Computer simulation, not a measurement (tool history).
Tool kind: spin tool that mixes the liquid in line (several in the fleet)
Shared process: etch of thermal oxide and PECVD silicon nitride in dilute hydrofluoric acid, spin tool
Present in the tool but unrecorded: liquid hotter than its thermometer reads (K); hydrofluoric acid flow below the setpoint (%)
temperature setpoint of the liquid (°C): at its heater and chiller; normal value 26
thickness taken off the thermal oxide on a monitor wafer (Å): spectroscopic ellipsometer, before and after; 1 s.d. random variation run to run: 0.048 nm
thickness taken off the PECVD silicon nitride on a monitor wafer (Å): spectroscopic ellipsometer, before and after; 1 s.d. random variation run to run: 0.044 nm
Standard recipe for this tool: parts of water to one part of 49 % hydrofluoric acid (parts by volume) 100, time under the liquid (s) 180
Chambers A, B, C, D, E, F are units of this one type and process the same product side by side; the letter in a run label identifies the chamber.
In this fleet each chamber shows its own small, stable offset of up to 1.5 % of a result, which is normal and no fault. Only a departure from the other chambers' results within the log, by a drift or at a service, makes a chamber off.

run   hour  temperature setpoint of the liquid (°C)  parts of water to one part of 49 % hydrofluoric acid (parts by volume)  time under the liquid (s)  hours since the thermometer was replaced  hours since the hydrofluoric acid flow meter was replaced  read-back film thickness of the thermal oxide reference wafer, read on the same gauge (nm)  read-back film thickness of the PECVD silicon nitride reference wafer, read on the same gauge (nm)  thickness taken off the thermal oxide on a monitor wafer (Å)  thickness taken off the PECVD silicon nitride on a monitor wafer (Å)
 1A    4.2                                       26                                                                     100                        180                                     599.3                                                       97.8                                                                                      89.992                                                                                              130.01                                                        92.808                                                                94.172
 2F    7.7                                       26                                                                     100                        180                                     136.2                                                      455.5                                                                                      90.006                                                                                                 130                                                        92.903                                                                93.224
       9.3  -- chamber D: hydrofluoric acid flow meter replaced
 3B   12.5                                       26                                                                     100                        180                                    1509.5                                                     1617.6                                                                                      89.984                                                                                                 130                                                        92.207                                                                93.417
 4D   16.7                                       26                                                                     100                        180                                    1645.4                                                        7.4                                                                                      89.995                                                                                              129.99                                                         92.38                                                                93.773
 5E     19                                       26                                                                      75                        180                                     962.6                                                       43.5                                                                                      90.013                                                                                                 130                                                        126.63                                                                123.22
 6C   21.9                                       26                                                                      75                        180                                     463.9                                                      724.2                                                                                       89.97                                                                                              129.98                                                        127.54                                                                124.78
 7E   26.4                                       26                                                                      75                        180                                       970                                                       50.9                                                                                      89.973                                                                                                 130                                                        124.91                                                                122.18
 8C   30.6                                       26                                                                      75                        180                                     472.6                                                      732.9                                                                                      90.009                                                                                                 130                                                        126.61                                                                 124.2
 9B   33.6                                       26                                                                      75                        180                                    1530.6                                                     1638.7                                                                                      90.042                                                                                                 130                                                         126.1                                                                123.16
10F   36.3                                       26                                                                      75                        180                                     164.8                                                      484.1                                                                                      90.018                                                                                                 130                                                         127.4                                                                124.64
      40.8  -- chamber A: thermometer replaced
11A   40.8                                       26                                                                     100                        180                                       0.1                                                      134.4                                                                                      89.953                                                                                                 130                                                        92.162                                                                93.835
12D   43.9                                       22                                                                     100                        180                                    1672.6                                                       34.6                                                                                      89.983                                                                                              129.98                                                        78.328                                                                72.561
13C   47.3                                       22                                                                     100                        180                                     489.3                                                      749.6                                                                                      90.041                                                                                              129.99                                                        78.979                                                                71.328
14D   50.8                                       22                                                                     100                        180                                    1679.5                                                       41.5                                                                                      90.023                                                                                              129.96                                                        78.939                                                                73.326
15B   55.4                                       22                                                                     100                        180                                    1552.4                                                     1660.5                                                                                      90.034                                                                                              129.98                                                         78.62                                                                71.506
16E   59.9                                       22                                                                     100                        180                                    1003.5                                                       84.4                                                                                      90.014                                                                                              129.99                                                        77.791                                                                71.774
17F   62.4                                       22                                                                     100                        180                                     190.9                                                      510.2                                                                                      90.015                                                                                              129.99                                                         79.75                                                                71.306
18A   66.5                                       26                                                                     100                        180                                      25.8                                                      160.1                                                                                      89.961                                                                                              129.98                                                        92.347                                                                94.135
19D   68.7                                       26                                                                     100                        180                                    1697.4                                                       59.4                                                                                      90.048                                                                                              129.99                                                        93.203                                                                94.957
20A   71.5                                       26                                                                     100                        180                                      30.8                                                      165.1                                                                                      89.983                                                                                              130.01                                                        92.622                                                                94.383
21C   75.2                                       26                                                                     100                        180                                     517.2                                                      777.5                                                                                      89.996                                                                                              129.98                                                        91.534                                                                93.179
22B   78.6                                       26                                                                     100                        180                                    1575.6                                                     1683.7                                                                                      89.981                                                                                                 130                                                        92.713                                                                92.513
23E   83.3                                       26                                                                     100                        180                                    1026.9                                                      107.8                                                                                          90                                                                                              130.02                                                        92.324                                                                93.279
24F   85.6                                       26                                                                     100                        180                                     214.1                                                      533.4                                                                                      90.063                                                                                              130.01                                                         93.41                                                                93.262
25C   88.9                                       26                                                                     100                        180                                     530.9                                                      791.2                                                                                       89.98                                                                                              129.98                                                        91.975                                                                92.707
26A   91.3                                       26                                                                     100                        180                                      50.6                                                      184.9                                                                                      90.032                                                                                                 130                                                        92.614                                                                93.565
27B     94                                       26                                                                     100                        180                                      1591                                                     1699.1                                                                                      89.989                                                                                                 130                                                        92.452                                                                93.828
28D   97.6                                     29.5                                                                     100                        260                                    1726.3                                                       88.3                                                                                      89.974                                                                                              129.96                                                         153.9                                                                175.96
29F  100.5                                     29.5                                                                     100                        260                                       229                                                      548.3                                                                                      90.018                                                                                              130.02                                                        154.71                                                                169.28
30E  105.4                                     29.5                                                                     100                        260                                      1049                                                      129.9                                                                                       89.96                                                                                              129.99                                                        151.52                                                                169.34
31A  109.6                                     29.5                                                                     100                        260                                      68.9                                                      203.2                                                                                      90.009                                                                                              129.97                                                        151.13                                                                169.88
32F  112.1                                     29.5                                                                     100                        260                                     240.6                                                      559.9                                                                                      89.959                                                                                              130.02                                                        153.11                                                                169.77
33B  114.7                                     29.5                                                                     100                        260                                    1611.7                                                     1719.8                                                                                      89.983                                                                                              129.99                                                        151.26                                                                168.89
34E  118.5                                       30                                                                     100                        180                                    1062.1                                                        143                                                                                      89.954                                                                                              130.02                                                        106.76                                                                120.69
35D  122.5                                       30                                                                     100                        180                                    1751.2                                                      113.2                                                                                      90.005                                                                                              130.01                                                        110.86                                                                127.28
36C  126.2                                       30                                                                     100                        180                                     568.2                                                      828.5                                                                                      89.992                                                                                              130.01                                                        106.67                                                                120.44
37A  129.9                                       30                                                                     100                        180                                      89.2                                                      223.5                                                                                      89.967                                                                                                 130                                                        108.03                                                                120.21
38D  132.3                                       30                                                                     100                        180                                      1761                                                        123                                                                                       90.02                                                                                              129.97                                                        110.57                                                                127.93
39E  135.1                                       30                                                                     100                        180                                    1078.7                                                      159.6                                                                                      90.007                                                                                              130.02                                                        107.15                                                                120.94
40B  137.5                                       26                                                                     100                        180                                    1634.5                                                     1742.6                                                                                      89.998                                                                                              129.98                                                          92.6                                                                93.001
41C  140.3                                       26                                                                     100                        180                                     582.3                                                      842.6                                                                                      90.053                                                                                              129.98                                                        91.631                                                                92.423
42F  143.4                                       26                                                                     100                        180                                     271.9                                                      591.2                                                                                       90.02                                                                                              130.01                                                        93.588                                                                92.903

The same settings go to every chamber for the next run, one line per chamber below. Forecast the results for each:
43A  146.9                                       26                                                                     100                        180                                                                                                                                                                                                                                                                                                                                                                  ?                                                                     ?
43B  146.9                                       26                                                                     100                        180                                                                                                                                                                                                                                                                                                                                                                  ?                                                                     ?
43C  146.9                                       26                                                                     100                        180                                                                                                                                                                                                                                                                                                                                                                  ?                                                                     ?
43D  146.9                                       26                                                                     100                        180                                                                                                                                                                                                                                                                                                                                                                  ?                                                                     ?
43E  146.9                                       26                                                                     100                        180                                                                                                                                                                                                                                                                                                                                                                  ?                                                                     ?
43F  146.9                                       26                                                                     100                        180                                                                                                                                                                                                                                                                                                                                                                  ?                                                                     ?

run  thickness taken off the thermal oxide on a monitor wafer (Å)  thickness taken off the PECVD silicon nitride on a monitor wafer (Å)
43A                                                        92.725                                                                93.858
43B                                                         92.52                                                                92.378
43C                                                        91.133                                                                93.612
43D                                                        94.717                                                                99.701
43E                                                        91.745                                                                92.971
43F                                                        93.274                                                                 93.06

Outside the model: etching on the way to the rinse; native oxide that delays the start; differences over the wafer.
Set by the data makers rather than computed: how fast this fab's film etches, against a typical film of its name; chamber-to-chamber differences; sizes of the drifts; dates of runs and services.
